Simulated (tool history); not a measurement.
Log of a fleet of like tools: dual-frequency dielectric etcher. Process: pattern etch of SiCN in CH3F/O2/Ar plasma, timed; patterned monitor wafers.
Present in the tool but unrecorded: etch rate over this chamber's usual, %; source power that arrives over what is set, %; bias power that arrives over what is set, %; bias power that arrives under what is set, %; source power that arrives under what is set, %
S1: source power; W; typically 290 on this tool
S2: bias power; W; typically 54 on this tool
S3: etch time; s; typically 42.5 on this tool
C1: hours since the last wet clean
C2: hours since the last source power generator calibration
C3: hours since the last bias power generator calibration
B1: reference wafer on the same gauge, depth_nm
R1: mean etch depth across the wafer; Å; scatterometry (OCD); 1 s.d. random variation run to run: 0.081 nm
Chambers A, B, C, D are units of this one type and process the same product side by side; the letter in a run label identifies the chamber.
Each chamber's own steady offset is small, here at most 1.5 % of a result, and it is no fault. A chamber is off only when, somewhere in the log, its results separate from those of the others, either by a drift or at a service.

| run | hour | S1 | S2 | S3 | C1 | C2 | C3 | B1 | R1 |
|---|---|---|---|---|---|---|---|---|---|
| 1B | 10.3 | 290 | 54 | 42.5 | 62.8 | 1789.1 | 2246.6 | 12.892 | 125.71 |
| 2A | 20.5 | 290 | 54 | 42.5 | 496.4 | 2784.1 | 4153.9 | 12.9 | 128.41 |
| 3D | 33.5 | 290 | 54 | 42.5 | 470.6 | 644.4 | 1573.3 | 12.898 | 126.88 |
| 4C | 44.8 | 290 | 54 | 42.5 | 250.4 | 810.6 | 593.4 | 12.902 | 127.06 |
| 5D | 59.1 | 290 | 54 | 42.5 | 496.2 | 670 | 1598.9 | 12.902 | 126.79 |
| 6C | 73.8 | 290 | 54 | 42.5 | 279.4 | 839.6 | 622.4 | 12.909 | 127.18 |
| 7B | 80.2 | 290 | 54 | 42.5 | 132.7 | 1859 | 2316.5 | 12.913 | 125.59 |
| 8A | 91.4 | 290 | 54 | 42.5 | 567.3 | 2855 | 4224.8 | 12.908 | 129.16 |
| 9C | 104.4 | 290 | 54 | 42.5 | 310 | 870.2 | 653 | 12.885 | 125.11 |
| 10D | 113.5 | 270 | 46 | 42.5 | 550.6 | 724.4 | 1653.3 | 12.905 | 117.56 |
|  | 118 | chamber A: wet clean of the chamber |
| 11A | 124.6 | 270 | 46 | 42.5 | 6.7 | 2888.2 | 4258 | 12.9 | 117.97 |
| 12B | 138 | 270 | 46 | 42.5 | 190.5 | 1916.8 | 2374.3 | 12.879 | 116.66 |
| 13D | 144.5 | 270 | 46 | 42.5 | 581.6 | 755.4 | 1684.3 | 12.89 | 117.44 |
| 14C | 155.4 | 290 | 54 | 42.5 | 361 | 921.2 | 704 | 12.897 | 126.28 |
|  | 165.3 | chamber C: wet clean of the chamber |
| 15A | 169.8 | 290 | 54 | 42.5 | 51.9 | 2933.4 | 4303.2 | 12.896 | 128.47 |
| 16B | 178.5 | 290 | 54 | 42.5 | 231 | 1957.3 | 2414.8 | 12.905 | 125.81 |
|  | 184.3 | chamber D: wet clean of the chamber |
| 17A | 187.1 | 290 | 54 | 42.5 | 69.2 | 2950.7 | 4320.5 | 12.897 | 129.24 |
| 18D | 201.2 | 290 | 61 | 36.5 | 16.9 | 812.1 | 1741 | 12.93 | 119.05 |
| 19B | 213.2 | 290 | 61 | 36.5 | 265.7 | 1992 | 2449.5 | 12.906 | 112.03 |
| 20C | 220.6 | 290 | 61 | 36.5 | 55.4 | 986.4 | 769.2 | 12.883 | 114.35 |
| 21D | 234.6 | 290 | 61 | 36.5 | 50.3 | 845.5 | 1774.4 | 12.897 | 119.22 |
| 22B | 242.5 | 310 | 54 | 42.5 | 295 | 2021.3 | 2478.8 | 12.916 | 131.33 |
| 23A | 249.4 | 310 | 54 | 42.5 | 131.5 | 3013 | 4382.8 | 12.894 | 132.8 |
| 24C | 261.5 | 310 | 54 | 42.5 | 96.3 | 1027.3 | 810.1 | 12.907 | 127.82 |
| 25A | 268.6 | 310 | 54 | 42.5 | 150.7 | 3032.2 | 4402 | 12.898 | 133.06 |
| 26C | 281.2 | 290 | 54 | 42.5 | 116 | 1047 | 829.8 | 12.898 | 126.63 |
| 27D | 291.7 | 290 | 54 | 42.5 | 107.4 | 902.6 | 1831.5 | 12.889 | 132.36 |
| 28B | 304.6 | 290 | 54 | 42.5 | 357.1 | 2083.4 | 2540.9 | 12.882 | 126.34 |
| 29C | 311.4 | 290 | 54 | 42.5 | 146.2 | 1077.2 | 860 | 12.894 | 126.36 |
| 30A | 318.1 | 270 | 66 | 42.5 | 200.2 | 3081.7 | 4451.5 | 12.903 | 136.14 |
| 31D | 329.2 | 270 | 66 | 42.5 | 144.9 | 940.1 | 1869 | 12.902 | 138.43 |
|  | 339.6 | chamber A: bias power generator calibrated |
| 32B | 341.5 | 270 | 66 | 42.5 | 394 | 2120.3 | 2577.8 | 12.881 | 132.6 |
| 33D | 350 | 270 | 66 | 42.5 | 165.7 | 960.9 | 1889.8 | 12.913 | 138.7 |
| 34B | 357 | 290 | 54 | 42.5 | 409.5 | 2135.8 | 2593.3 | 12.877 | 127 |
| 35A | 365.6 | 290 | 54 | 42.5 | 247.7 | 3129.2 | 26.1 | 12.896 | 128.61 |
| 36C | 378.7 | 290 | 54 | 42.5 | 213.5 | 1144.5 | 927.3 | 12.906 | 125.48 |
| 37C | 391.6 | 290 | 54 | 42.5 | 226.4 | 1157.4 | 940.2 | 12.893 | 126.07 |

Is one chamber out of step, is the gauge drifting, or do the chambers differ by no more than their own small offsets? For an off chamber, give its letter and the likeliest cause.

A service left chamber D off against the others.
What lies behind it: etch rate over this chamber's usual, % = 4.51.

Chamber D could run next with any of the 4 candidate recipes listed below; each alters the usual settings, and their results appear as question marks. Which one brings its results back in line with what the other chambers deliver on the usual settings?
Counts as in line when no further than this from what the other chambers average on the usual settings: R1 2.8 Å
| 38D-1 | 402.2 | 330 | 61 | 42.5 |  |  |  |  | ? |
| 38D-2 | 402.2 | 310 | 57 | 42.5 |  |  |  |  | ? |
| 38D-3 | 402.2 | 270 | 51 | 42.5 |  |  |  |  | ? |
| 38D-4 | 402.2 | 260 | 48 | 42.5 |  |  |  |  | ? |

What the other chambers average on the usual settings: R1 127.22 Å
| run | R1 |
|---|---|
| 38D-1 | 145.47 |
| 38D-2 | 138.75 |
| 38D-3 | 126.67 |
| 38D-4 | 122.32 |
Change 38D-3 lands the chamber within the allowed miss of the other chambers.
